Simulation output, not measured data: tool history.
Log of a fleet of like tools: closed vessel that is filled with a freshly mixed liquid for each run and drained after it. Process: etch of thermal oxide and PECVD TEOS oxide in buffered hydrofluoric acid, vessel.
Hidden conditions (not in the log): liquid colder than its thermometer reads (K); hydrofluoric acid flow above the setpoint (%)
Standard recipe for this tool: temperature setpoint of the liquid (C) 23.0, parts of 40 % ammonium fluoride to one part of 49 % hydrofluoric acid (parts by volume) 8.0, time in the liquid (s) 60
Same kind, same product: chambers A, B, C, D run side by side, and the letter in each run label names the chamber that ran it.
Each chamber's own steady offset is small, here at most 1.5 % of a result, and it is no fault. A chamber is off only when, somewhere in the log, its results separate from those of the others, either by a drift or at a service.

run,hour,temperature setpoint of the liquid (C),parts of 40 % ammonium fluoride to one part of 49 % hydrofluoric acid (parts by volume),time in the liquid (s),hours since the thermometer was replaced,hours since the hydrofluoric acid flow meter was replaced,"read-back film thickness of the thermal oxide reference wafer, read on the same gauge (nm)","read-back film thickness of the PECVD TEOS oxide reference wafer, read on the same gauge (nm)",thickness taken off the thermal oxide on a monitor wafer (angstrom),thickness taken off the PECVD TEOS oxide on a monitor wafer (angstrom)
1D,3.0,23.0,8.0,60,615.1,1268.5,149.94,109.98,755.07,868.25
2B,6.0,23.0,8.0,60,764.9,85.6,149.98,110.01,759.26,851.44
3A,10.5,23.0,8.0,60,901.6,248.8,150.02,110.02,750.57,849.04
4C,14.5,23.0,8.0,60,694.2,1092.9,150.02,109.99,744.37,854.90
5D,17.5,23.0,8.0,90,629.6,1283.0,150.00,109.98,1142.20,1290.10
6C,21.1,23.0,8.0,90,700.8,1099.5,149.98,110.00,1112.80,1289.90
7B,23.4,23.0,8.0,90,782.3,103.0,149.99,110.02,1148.90,1257.40
8A,28.3,23.0,8.0,90,919.4,266.6,149.97,110.00,1141.50,1273.70
9C,31.2,23.0,8.0,60,710.9,1109.6,149.99,110.01,769.09,866.58
10B,35.8,23.0,8.0,60,794.7,115.4,150.03,110.00,758.13,858.85
11D,39.0,23.0,8.0,60,651.1,1304.5,150.01,110.01,765.20,856.08
12A,42.8,23.0,8.0,60,933.9,281.1,150.01,109.98,761.31,848.74
13A,46.6,23.0,8.0,60,937.7,284.9,150.01,109.98,752.57,852.45
14B,50.2,23.0,11.0,30,809.1,129.8,150.00,109.97,283.98,319.84
15D,54.4,23.0,11.0,30,666.5,1319.9,150.03,110.00,287.19,316.61
16C,59.1,23.0,11.0,30,738.8,1137.5,150.01,109.99,284.20,326.04
17B,61.5,23.0,11.0,30,820.4,141.1,150.00,110.00,286.94,322.16
18A,63.9,23.0,8.0,60,955.0,302.2,149.98,109.99,750.01,852.31
# hour 65.3: chamber C: hydrofluoric acid flow meter replaced
19C,67.2,25.5,9.5,60,746.9,1.9,150.02,110.01,747.19,826.84
20D,71.2,25.5,9.5,60,683.3,1336.7,150.00,110.02,749.76,843.02
21A,76.0,25.5,9.5,60,967.1,314.3,150.04,110.00,723.01,827.69
22B,78.2,25.5,9.5,60,837.1,157.8,149.99,109.98,728.97,824.42
23C,81.4,27.0,8.0,90,761.1,16.1,149.98,110.01,1401.20,1617.00
24D,84.0,27.0,8.0,90,696.1,1349.5,149.99,110.03,1402.50,1607.60
25B,87.4,27.0,8.0,90,846.3,167.0,149.99,110.00,1385.90,1580.70
26D,90.6,27.0,8.0,90,702.7,1356.1,149.97,109.99,1413.20,1614.50
27C,94.6,23.0,8.0,60,774.3,29.3,150.00,110.01,742.91,856.09
28A,98.9,23.0,8.0,60,990.0,337.2,150.01,109.97,756.00,849.41
29D,102.6,23.0,8.0,50,714.7,1368.1,149.98,109.99,643.12,729.55

Next, all 4 chambers run the settings below, one line each with question marks for the results. What does each chamber give?
30A,106.1,23.0,8.0,60,,,,,?,?
30B,106.1,23.0,8.0,60,,,,,?,?
30C,106.1,23.0,8.0,60,,,,,?,?
30D,106.1,23.0,8.0,60,,,,,?,?

run,thickness taken off the thermal oxide on a monitor wafer (angstrom),thickness taken off the PECVD TEOS oxide on a monitor wafer (angstrom)
30A,749.90,854.12
30B,749.78,847.58
30C,759.37,849.28
30D,757.44,859.33
